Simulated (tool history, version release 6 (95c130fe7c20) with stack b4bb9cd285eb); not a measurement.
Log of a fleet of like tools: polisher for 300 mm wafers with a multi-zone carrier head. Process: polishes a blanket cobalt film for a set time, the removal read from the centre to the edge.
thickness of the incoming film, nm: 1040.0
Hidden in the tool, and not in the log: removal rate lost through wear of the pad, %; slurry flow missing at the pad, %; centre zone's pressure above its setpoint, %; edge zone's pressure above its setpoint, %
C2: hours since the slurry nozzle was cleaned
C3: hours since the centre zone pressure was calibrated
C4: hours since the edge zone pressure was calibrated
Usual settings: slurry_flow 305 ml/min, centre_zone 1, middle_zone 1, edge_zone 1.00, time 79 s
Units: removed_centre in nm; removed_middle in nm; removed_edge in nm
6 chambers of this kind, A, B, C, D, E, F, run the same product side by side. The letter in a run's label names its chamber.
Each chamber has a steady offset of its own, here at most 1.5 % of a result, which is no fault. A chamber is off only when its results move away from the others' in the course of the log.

At hour 2.2: chamber A: edge zone pressure recalibrated.
Run 1A, hour 4.9: usual settings; wafers polished on this pad 200; C2 322.4; C3 441.7; C4 2.8. Result: removed_centre 324.58 nm, removed_middle 322.30 nm, removed_edge 323.64 nm.
Run 2C, hour 9.2: usual settings; wafers polished on this pad 428; C2 114.9; C3 41.8; C4 990.1. Result: removed_centre 320.79 nm, removed_middle 326.80 nm, removed_edge 325.62 nm.
Run 3D, hour 11.6: usual settings; wafers polished on this pad 173; C2 183.1; C3 338.8; C4 259.7. Result: removed_centre 321.55 nm, removed_middle 320.24 nm, removed_edge 318.93 nm.
Run 4F, hour 14.8: usual settings; wafers polished on this pad 131; C2 142.1; C3 1066.0; C4 204.2. Result: removed_centre 325.89 nm, removed_middle 328.69 nm, removed_edge 327.39 nm.
At hour 15.2: chamber E: worn pad replaced by a new one.
Run 5E, hour 17.0: usual settings; wafers polished on this pad 12; C2 780.2; C3 420.5; C4 40.5. Result: removed_centre 323.86 nm, removed_middle 317.44 nm, removed_edge 320.87 nm.
Run 6B, hour 21.0: usual settings; wafers polished on this pad 439; C2 94.0; C3 616.0; C4 277.8. Result: removed_centre 321.68 nm, removed_middle 325.19 nm, removed_edge 329.77 nm.
Run 7C, hour 25.5: usual settings; wafers polished on this pad 537; C2 131.2; C3 58.1; C4 1006.4. Result: removed_centre 322.03 nm, removed_middle 322.47 nm, removed_edge 326.59 nm.
Run 8D, hour 28.7: usual settings; wafers polished on this pad 287; C2 200.2; C3 355.9; C4 276.8. Result: removed_centre 325.92 nm, removed_middle 317.98 nm, removed_edge 322.60 nm.
Run 9E, hour 31.4: usual settings; wafers polished on this pad 108; C2 794.6; C3 434.9; C4 54.9. Result: removed_centre 328.91 nm, removed_middle 319.87 nm, removed_edge 326.88 nm.
Run 10F, hour 34.5: usual settings; wafers polished on this pad 263; C2 161.8; C3 1085.7; C4 223.9. Result: removed_centre 321.30 nm, removed_middle 326.65 nm, removed_edge 325.15 nm.
At hour 34.7: chamber E: slurry nozzle cleaned.
Run 11B, hour 38.3: usual settings; wafers polished on this pad 554; C2 111.3; C3 633.3; C4 295.1. Result: removed_centre 329.71 nm, removed_middle 329.48 nm, removed_edge 328.16 nm.
Run 12A, hour 42.9: usual settings; wafers polished on this pad 453; C2 360.4; C3 479.7; C4 40.8. Result: removed_centre 326.28 nm, removed_middle 322.06 nm, removed_edge 327.70 nm.
Run 13B, hour 45.1: usual settings; wafers polished on this pad 600; C2 118.1; C3 640.1; C4 301.9. Result: removed_centre 324.83 nm, removed_middle 323.45 nm, removed_edge 329.71 nm.
Run 14C, hour 49.9: usual settings; wafers polished on this pad 700; C2 155.6; C3 82.5; C4 1030.8. Result: removed_centre 318.49 nm, removed_middle 327.91 nm, removed_edge 320.70 nm.
Run 15F, hour 54.0: usual settings but slurry_flow 385 ml/min, time 99 s; wafers polished on this pad 393; C2 181.3; C3 1105.2; C4 243.4. Result: removed_centre 416.64 nm, removed_middle 415.97 nm, removed_edge 409.43 nm.
Run 16D, hour 58.9: usual settings but slurry_flow 385 ml/min, time 99 s; wafers polished on this pad 489; C2 230.4; C3 386.1; C4 307.0. Result: removed_centre 417.20 nm, removed_middle 405.94 nm, removed_edge 409.46 nm.
Run 17A, hour 61.6: usual settings but slurry_flow 385 ml/min, time 99 s; wafers polished on this pad 578; C2 379.1; C3 498.4; C4 59.5. Result: removed_centre 405.74 nm, removed_middle 417.11 nm, removed_edge 407.61 nm.
At hour 61.7: chamber D: worn pad replaced by a new one.
Run 18E, hour 64.0: usual settings but slurry_flow 385 ml/min, time 99 s; wafers polished on this pad 326; C2 29.3; C3 467.5; C4 87.5. Result: removed_centre 417.69 nm, removed_middle 411.54 nm, removed_edge 412.39 nm.
At hour 65.5: chamber F: worn pad replaced by a new one.
Run 19C, hour 66.5: usual settings but slurry_flow 385 ml/min, time 99 s; wafers polished on this pad 811; C2 172.2; C3 99.1; C4 1047.4. Result: removed_centre 418.85 nm, removed_middle 415.11 nm, removed_edge 414.29 nm.
At hour 68.6: chamber C: worn pad replaced by a new one.
Run 20E, hour 68.6: usual settings but slurry_flow 385 ml/min, time 99 s; wafers polished on this pad 356; C2 33.9; C3 472.1; C4 92.1. Result: removed_centre 421.66 nm, removed_middle 414.04 nm, removed_edge 408.78 nm.
Run 21B, hour 72.4: usual settings; wafers polished on this pad 782; C2 145.4; C3 667.4; C4 329.2. Result: removed_centre 321.31 nm, removed_middle 326.84 nm, removed_edge 323.62 nm.
Run 22F, hour 76.1: usual settings but slurry_flow 250 ml/min, edge_zone 0.95; wafers polished on this pad 70; C2 203.4; C3 1127.3; C4 265.5. Result: removed_centre 325.79 nm, removed_middle 321.20 nm, removed_edge 311.12 nm.
Run 23A, hour 80.8: usual settings but slurry_flow 250 ml/min, edge_zone 0.95; wafers polished on this pad 706; C2 398.3; C3 517.6; C4 78.7. Result: removed_centre 315.06 nm, removed_middle 319.88 nm, removed_edge 308.32 nm.
At hour 82.9: chamber B: centre zone pressure recalibrated.
At hour 83.3: chamber C: edge zone pressure recalibrated.
Run 24D, hour 84.4: usual settings but slurry_flow 250 ml/min, edge_zone 0.95; wafers polished on this pad 152; C2 255.9; C3 411.6; C4 332.5. Result: removed_centre 311.97 nm, removed_middle 309.69 nm, removed_edge 309.26 nm.
Run 25C, hour 86.7: usual settings but slurry_flow 250 ml/min, edge_zone 0.95; wafers polished on this pad 121; C2 192.4; C3 119.3; C4 3.4. Result: removed_centre 306.73 nm, removed_middle 312.37 nm, removed_edge 314.02 nm.
Run 26A, hour 89.5: usual settings but slurry_flow 250 ml/min, edge_zone 0.95; wafers polished on this pad 764; C2 407.0; C3 526.3; C4 87.4. Result: removed_centre 314.27 nm, removed_middle 319.91 nm, removed_edge 310.73 nm.
Run 27E, hour 92.9: usual settings but slurry_flow 250 ml/min, edge_zone 0.95; wafers polished on this pad 519; C2 58.2; C3 496.4; C4 116.4. Result: removed_centre 322.49 nm, removed_middle 316.21 nm, removed_edge 316.45 nm.
Run 28B, hour 95.3: usual settings; wafers polished on this pad 935; C2 168.3; C3 12.5; C4 352.1. Result: removed_centre 306.37 nm, removed_middle 315.09 nm, removed_edge 309.32 nm.
Run 29D, hour 99.1: usual settings; wafers polished on this pad 250; C2 270.6; C3 426.3; C4 347.2. Result: removed_centre 317.44 nm, removed_middle 320.55 nm, removed_edge 323.03 nm.
Run 30F, hour 102.4: usual settings; wafers polished on this pad 246; C2 229.7; C3 1153.6; C4 291.8. Result: removed_centre 328.31 nm, removed_middle 325.65 nm, removed_edge 323.18 nm.
At hour 102.9: chamber A: worn pad replaced by a new one.
Run 31B, hour 106.4: usual settings; wafers polished on this pad 1009; C2 179.4; C3 23.6; C4 363.2. Result: removed_centre 317.14 nm, removed_middle 312.76 nm, removed_edge 313.59 nm.
Run 32C, hour 111.3: usual settings but edge_zone 1.05; wafers polished on this pad 285; C2 217.0; C3 143.9; C4 28.0. Result: removed_centre 320.91 nm, removed_middle 325.53 nm, removed_edge 332.35 nm.
At hour 115.1: chamber E: worn pad replaced by a new one.
Run 33F, hour 115.2: usual settings but edge_zone 1.05; wafers polished on this pad 331; C2 242.5; C3 1166.4; C4 304.6. Result: removed_centre 323.41 nm, removed_middle 328.39 nm, removed_edge 326.64 nm.
Run 34D, hour 119.6: usual settings but edge_zone 1.05; wafers polished on this pad 386; C2 291.1; C3 446.8; C4 367.7. Result: removed_centre 322.97 nm, removed_middle 316.48 nm, removed_edge 326.12 nm.
Run 35A, hour 124.0: usual settings but edge_zone 1.05; wafers polished on this pad 141; C2 441.5; C3 560.8; C4 121.9. Result: removed_centre 320.86 nm, removed_middle 318.06 nm, removed_edge 333.25 nm.
Run 36E, hour 128.7: usual settings but edge_zone 1.05; wafers polished on this pad 90; C2 94.0; C3 532.2; C4 152.2. Result: removed_centre 322.13 nm, removed_middle 319.57 nm, removed_edge 332.72 nm.
Run 37F, hour 132.5: usual settings but edge_zone 1.05; wafers polished on this pad 447; C2 259.8; C3 1183.7; C4 321.9. Result: removed_centre 335.99 nm, removed_middle 326.33 nm, removed_edge 333.78 nm.
Run 38C, hour 135.0: usual settings; wafers polished on this pad 443; C2 240.7; C3 167.6; C4 51.7. Result: removed_centre 318.79 nm, removed_middle 327.00 nm, removed_edge 321.50 nm.
Run 39B, hour 138.2: usual settings; wafers polished on this pad 1221; C2 211.2; C3 55.4; C4 395.0. Result: removed_centre 308.71 nm, removed_middle 302.37 nm, removed_edge 305.85 nm.

Is one chamber off against the others, does the gauge drift, or is nothing wrong? If a chamber is off, say which, and what the likeliest cause is.

Chamber B drifts away from the others.
Cause: removal rate lost through wear of the pad, % = 6.93.
The log may not tell that from: slurry flow missing at the pad, %.

Here are 4 candidates for chamber B's next run, each the usual settings with a change, their results left as question marks. Which one brings its results back in line with what the others give on the usual settings?
In line means no further than this from the other chambers' mean on the usual settings: removed_centre 14.00 nm; removed_middle 9.10 nm; removed_edge 8.90 nm
Run 40B-1, hour 141.8: usual settings but time 80 s. Result: removed_centre ?, removed_middle ?, removed_edge ?.
Run 40B-2, hour 141.8: usual settings but time 84 s. Result: removed_centre ?, removed_middle ?, removed_edge ?.
Run 40B-3, hour 141.8: usual settings but time 74 s. Result: removed_centre ?, removed_middle ?, removed_edge ?.
Run 40B-4, hour 141.8: usual settings but time 78 s. Result: removed_centre ?, removed_middle ?, removed_edge ?.

The other chambers' mean on the usual settings: removed_centre 324.12 nm; removed_middle 322.86 nm; removed_edge 323.52 nm
  run  removed_centre  removed_middle  removed_edge
40B-1          305.80          306.15        307.81
40B-2          321.09          321.45        323.20
40B-3          282.86          283.19        284.73
40B-4          298.15          298.49        300.12
40B-2 brings the chamber back in line.

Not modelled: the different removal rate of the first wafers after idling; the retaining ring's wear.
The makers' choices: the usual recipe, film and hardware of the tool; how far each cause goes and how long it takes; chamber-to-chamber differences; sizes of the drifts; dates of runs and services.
